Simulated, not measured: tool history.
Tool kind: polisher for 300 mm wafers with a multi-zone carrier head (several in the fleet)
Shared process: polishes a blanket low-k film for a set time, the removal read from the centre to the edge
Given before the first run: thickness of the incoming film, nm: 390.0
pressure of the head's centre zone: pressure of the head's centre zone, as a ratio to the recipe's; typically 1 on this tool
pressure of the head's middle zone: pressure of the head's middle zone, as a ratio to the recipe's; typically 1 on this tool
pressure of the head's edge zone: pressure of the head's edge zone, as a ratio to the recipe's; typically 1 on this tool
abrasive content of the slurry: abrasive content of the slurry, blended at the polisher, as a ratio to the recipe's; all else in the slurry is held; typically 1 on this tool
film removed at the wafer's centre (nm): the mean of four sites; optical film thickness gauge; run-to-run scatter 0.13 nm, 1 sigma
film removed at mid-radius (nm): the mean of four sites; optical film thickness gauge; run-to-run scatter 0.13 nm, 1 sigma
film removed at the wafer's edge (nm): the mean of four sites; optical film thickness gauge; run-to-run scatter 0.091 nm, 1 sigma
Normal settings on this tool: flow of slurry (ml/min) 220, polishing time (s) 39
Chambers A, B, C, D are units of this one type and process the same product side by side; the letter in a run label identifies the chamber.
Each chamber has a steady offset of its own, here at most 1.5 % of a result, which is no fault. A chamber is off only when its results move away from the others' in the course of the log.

run,hour,flow of slurry (ml/min),pressure of the head's centre zone,pressure of the head's middle zone,pressure of the head's edge zone,abrasive content of the slurry,polishing time (s),film removed at the wafer's centre (nm),film removed at mid-radius (nm),film removed at the wafer's edge (nm)
1D,2.4,220,1,1,1,1,39,11.106,11.061,11.031
2B,5.3,220,1,1,1,1,39,11.17,11.13,11
3A,9.7,220,1,1,1,1,39,10.952,10.972,10.957
4C,13.6,220,1,1,1,1,39,11.127,10.944,11.187
5D,16.3,220,1,1,1,1,39,11.206,11.067,11.251
6A,20.1,220,1,1,1,1,39,11.098,10.853,10.958
7B,24.3,220,1,1,1,1,39,11.201,11.217,10.929
8C,27.8,220,1,1,1,1,39,11.131,11.176,10.969
9B,31.3,220,1,1,1,1,39,11.147,11.251,11.067
10D,33.8,220,1,1,1,1,39,11.29,11.106,11.097
# hour 35.6: chamber B: worn pad replaced by a new one
# hour 36.9: chamber D: worn pad replaced by a new one
11C,37.2,220,1,1,1,1,39,10.742,11.102,10.918
12A,39.2,220,1,1,1,1,39,10.944,11.162,11.105
# hour 41.1: chamber C: worn pad replaced by a new one
13B,41.2,220,1,1,1,1,39,11.069,11.178,11.273
14D,44.2,220,1,1,1,1,39,11.11,11.353,11.147
15C,48.4,220,1,1,1,1,39,11.117,10.933,11.047
# hour 52.4: chamber A: worn pad replaced by a new one
16A,52.6,220,1,1,1,1,39,10.884,10.933,10.973
17B,54.7,220,1,1,1,1,46,13.335,13.172,13.246
# hour 56.1: chamber B: centre zone pressure recalibrated
18C,59,220,1,1,1,1,46,13.049,13.002,13.166
19D,62.1,220,1,1,1,1,46,12.769,13.313,13.288
20A,66.2,220,1,1,1,1,46,12.94,12.842,12.86
21C,69.8,220,1,1,1,1,39,11.151,10.869,11.125
22D,72.1,220,1,1,1,1,39,10.829,11.248,11.212
23A,74.4,220,1,1,1,1,39,10.902,11.162,11.011
# hour 75.8: chamber A: slurry nozzle cleaned
24B,76.6,220,1,1,1,1,39,11.124,11.185,11.127
25D,79.7,220,1,1,1,1,39,10.71,11.042,10.986
26C,83.9,220,1,1,1,1,39,10.964,11.167,11.173
27B,86,220,1,1,1,1,39,10.871,11.318,11.077
28A,88.6,220,1,1,1,1,39,11.095,10.92,11.085
29A,92,220,1,1,1,1,39,11.27,11.133,10.891
30B,95.3,220,0.9,1,1,1,51,13.143,14.652,14.37
31C,98.8,220,0.9,1,1,1,51,13.174,14.663,14.471
# hour 99.6: chamber B: worn pad replaced by a new one
32D,101,220,0.9,1,1,1,51,11.883,14.244,14.494
33D,104.9,220,0.9,1,1,1,51,12.081,14.77,14.511
34C,108.8,220,1,1,1,1,39,11.255,11.098,11.104
35A,112.7,220,1,1,1,1,39,11.17,11.343,10.974
36B,115.9,220,1,1,1,1,39,11.056,11.288,11.038
37D,118.2,220,1,1,1,1,39,10.069,11.196,11.074

Each of the 4 chambers runs these same settings next. Fill in every chamber's results:
38A,121.5,220,1.1,1,1,1,39,?,?,?
38B,121.5,220,1.1,1,1,1,39,?,?,?
38C,121.5,220,1.1,1,1,1,39,?,?,?
38D,121.5,220,1.1,1,1,1,39,?,?,?

run,film removed at the wafer's centre (nm),film removed at mid-radius (nm),film removed at the wafer's edge (nm)
38A,12.164,11.069,10.909
38B,12.381,11.339,10.985
38C,12.177,11.29,11.138
38D,11.08,11.158,11.089

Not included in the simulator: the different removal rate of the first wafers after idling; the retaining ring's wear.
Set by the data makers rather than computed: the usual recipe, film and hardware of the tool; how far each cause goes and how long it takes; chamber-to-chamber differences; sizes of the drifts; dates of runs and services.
